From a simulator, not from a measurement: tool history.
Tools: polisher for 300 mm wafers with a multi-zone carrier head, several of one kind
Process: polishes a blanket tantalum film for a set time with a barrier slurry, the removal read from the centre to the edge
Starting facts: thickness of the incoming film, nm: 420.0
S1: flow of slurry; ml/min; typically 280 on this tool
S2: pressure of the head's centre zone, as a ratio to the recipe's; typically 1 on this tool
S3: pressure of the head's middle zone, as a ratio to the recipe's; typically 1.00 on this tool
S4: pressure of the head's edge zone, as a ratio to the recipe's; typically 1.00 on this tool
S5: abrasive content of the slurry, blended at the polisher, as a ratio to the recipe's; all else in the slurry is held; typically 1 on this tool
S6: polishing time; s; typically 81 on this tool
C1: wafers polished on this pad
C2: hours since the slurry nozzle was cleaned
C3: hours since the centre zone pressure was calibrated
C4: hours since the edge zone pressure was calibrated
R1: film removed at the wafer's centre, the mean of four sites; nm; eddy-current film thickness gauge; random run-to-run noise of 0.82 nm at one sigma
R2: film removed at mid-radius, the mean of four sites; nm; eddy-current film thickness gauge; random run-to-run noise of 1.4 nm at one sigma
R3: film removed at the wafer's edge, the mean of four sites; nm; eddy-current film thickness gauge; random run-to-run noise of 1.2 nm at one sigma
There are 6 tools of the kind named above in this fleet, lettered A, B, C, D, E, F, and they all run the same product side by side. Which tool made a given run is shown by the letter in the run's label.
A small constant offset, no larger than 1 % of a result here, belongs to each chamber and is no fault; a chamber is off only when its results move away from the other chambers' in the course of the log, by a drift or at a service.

run	hour	S1	S2	S3	S4	S5	S6	C1	C2	C3	C4	R1	R2	R3
# hour 1.4: chamber C: worn pad replaced by a new one
1C	3.7	280	1	1.00	1.00	1	81	27	74.7	421.4	293.5	104.630	103.210	105.330
2A	11.3	280	1	1.00	1.00	1	81	539	128.7	500.4	506.7	101.640	102.670	100.910
3F	19.0	280	1	1.00	1.00	1	81	604	458.3	1058.7	754.1	102.560	104.320	103.350
4E	23.5	280	1	1.00	1.00	1	81	568	587.2	1152.2	146.0	102.630	102.990	104.150
# hour 26.9: chamber F: worn pad replaced by a new one
5B	27.5	280	1	1.00	1.00	1	81	908	376.2	524.8	222.0	100.480	101.970	102.860
6D	31.8	280	1	1.00	1.00	1	81	385	548.7	632.9	669.4	103.310	102.310	104.120
7D	37.0	280	1	1.00	1.00	1	81	445	553.9	638.1	674.6	103.970	103.330	102.890
# hour 38.2: chamber D: centre zone pressure recalibrated
# hour 38.8: chamber B: worn pad replaced by a new one
8E	44.8	280	1	1.00	1.00	1	81	815	608.5	1173.5	167.3	103.410	101.950	101.630
# hour 47.6: chamber B: slurry nozzle cleaned
9C	52.4	280	1	1.00	1.00	1	81	592	123.4	470.1	342.2	102.660	104.070	106.870
# hour 54.7: chamber A: worn pad replaced by a new one
10F	57.2	280	1	1.00	1.00	1	81	352	496.5	1096.9	792.3	103.500	106.190	104.850
11B	63.7	280	1	1.00	1.00	1	81	289	16.1	561.0	258.2	103.330	99.721	104.230
12A	67.5	280	1	0.94	0.96	1	81	148	184.9	556.6	562.9	101.620	94.713	103.460
# hour 68.4: chamber C: worn pad replaced by a new one
# hour 70.8: chamber D: worn pad replaced by a new one
# hour 71.7: chamber E: slurry nozzle cleaned
# hour 74.3: chamber F: worn pad replaced by a new one
13A	75.8	280	1	0.94	0.96	1	81	245	193.2	564.9	571.2	103.850	98.402	100.010
# hour 79.8: chamber D: slurry nozzle cleaned
14E	80.8	280	1	0.94	0.96	1	81	1233	9.1	1209.5	203.3	103.060	98.440	99.365
# hour 87.9: chamber E: centre zone pressure recalibrated
15C	89.1	280	1	0.94	0.96	1	81	240	160.1	506.8	378.9	103.250	97.701	101.390
16D	96.2	280	1	0.94	0.96	1	81	295	16.4	58.1	733.8	100.920	99.499	99.559
# hour 97.2: chamber E: worn pad replaced by a new one
17B	103.7	280	1	0.94	0.96	1	81	753	56.1	601.0	298.2	101.430	97.796	101.690
18F	108.4	280	1	1.00	1.00	1	81	396	547.7	1148.1	843.5	101.630	103.410	101.640
19B	112.7	370	1	1.00	1.00	1	68	857	65.1	610.0	307.2	87.983	86.514	88.575
# hour 114.0: chamber B: worn pad replaced by a new one
20D	119.2	370	1	1.00	1.00	1	68	562	39.4	81.1	756.8	88.151	88.109	88.023
21E	126.5	370	1	1.00	1.00	1	68	341	54.8	38.6	249.0	97.968	88.015	87.265
# hour 127.0: chamber F: worn pad replaced by a new one
22F	132.7	370	1	1.00	1.00	1	68	66	572.0	1172.4	867.8	88.267	88.675	86.119
# hour 132.8: chamber C: worn pad replaced by a new one
# hour 137.6: chamber A: worn pad replaced by a new one
23A	138.8	370	1	1.00	1.00	1	68	14	256.2	627.9	634.2	88.545	89.720	87.456
24C	143.7	370	1	1.00	1.00	1	68	127	214.7	561.4	433.5	89.460	88.312	89.322
25F	148.9	280	1	1.00	1.00	1	81	254	588.2	1188.6	884.0	103.120	105.550	101.340
# hour 150.2: chamber D: worn pad replaced by a new one
26E	155.9	280	1	1.00	1.00	1	81	682	84.2	68.0	278.4	115.840	101.380	103.640
27C	162.2	280	1	1.00	1.00	1	81	342	233.2	579.9	452.0	101.460	103.320	104.930
28B	167.0	280	1	1.00	1.00	1	81	615	119.4	664.3	361.5	102.340	103.410	103.770
# hour 172.3: chamber F: slurry nozzle cleaned
29D	173.0	280	1	1.00	1.00	1	81	264	93.2	134.9	810.6	102.420	102.430	104.800
30A	177.5	280	1	1.00	1.00	1	81	463	294.9	666.6	672.9	101.930	103.280	102.890
# hour 182.2: chamber A: edge zone pressure recalibrated
31A	182.2	280	1	1.00	1.00	1	81	518	299.6	671.3	0.0	103.470	104.610	103.100
# hour 186.4: chamber F: worn pad replaced by a new one
32B	187.4	220	1	1.00	1.00	1	81	852	139.8	684.7	381.9	99.748	98.266	101.640
33E	194.6	220	1	1.00	1.00	1	81	1131	122.9	106.7	317.1	110.540	101.740	100.090
# hour 194.8: chamber B: worn pad replaced by a new one
34F	201.1	220	1	1.00	1.00	1	81	171	28.8	1240.8	936.2	99.278	103.170	99.631
# hour 201.6: chamber C: worn pad replaced by a new one
35D	206.0	220	1	1.00	1.00	1	81	647	126.2	167.9	843.6	100.800	102.130	101.380
36C	210.4	220	1	1.00	1.00	1	81	103	281.4	628.1	500.2	99.408	101.660	99.482
37D	217.0	220	1	1.00	1.00	1	81	775	137.2	178.9	854.6	100.700	100.090	100.970
38B	222.7	280	1	1.00	1.00	1	81	323	175.1	720.0	417.2	102.390	104.930	102.150

Predict what each chamber gives when all 6 of them run the settings below next.
39A	228.8	280	1	1.00	1.00	1	81					?	?	?
39B	228.8	280	1	1.00	1.00	1	81					?	?	?
39C	228.8	280	1	1.00	1.00	1	81					?	?	?
39D	228.8	280	1	1.00	1.00	1	81					?	?	?
39E	228.8	280	1	1.00	1.00	1	81					?	?	?
39F	228.8	280	1	1.00	1.00	1	81					?	?	?

run	R1	R2	R3
39A	100.530	104.580	101.680
39B	102.700	101.420	101.390
39C	100.940	102.270	102.450
39D	103.190	103.430	105.180
39E	115.870	101.110	102.650
39F	102.920	103.770	103.590

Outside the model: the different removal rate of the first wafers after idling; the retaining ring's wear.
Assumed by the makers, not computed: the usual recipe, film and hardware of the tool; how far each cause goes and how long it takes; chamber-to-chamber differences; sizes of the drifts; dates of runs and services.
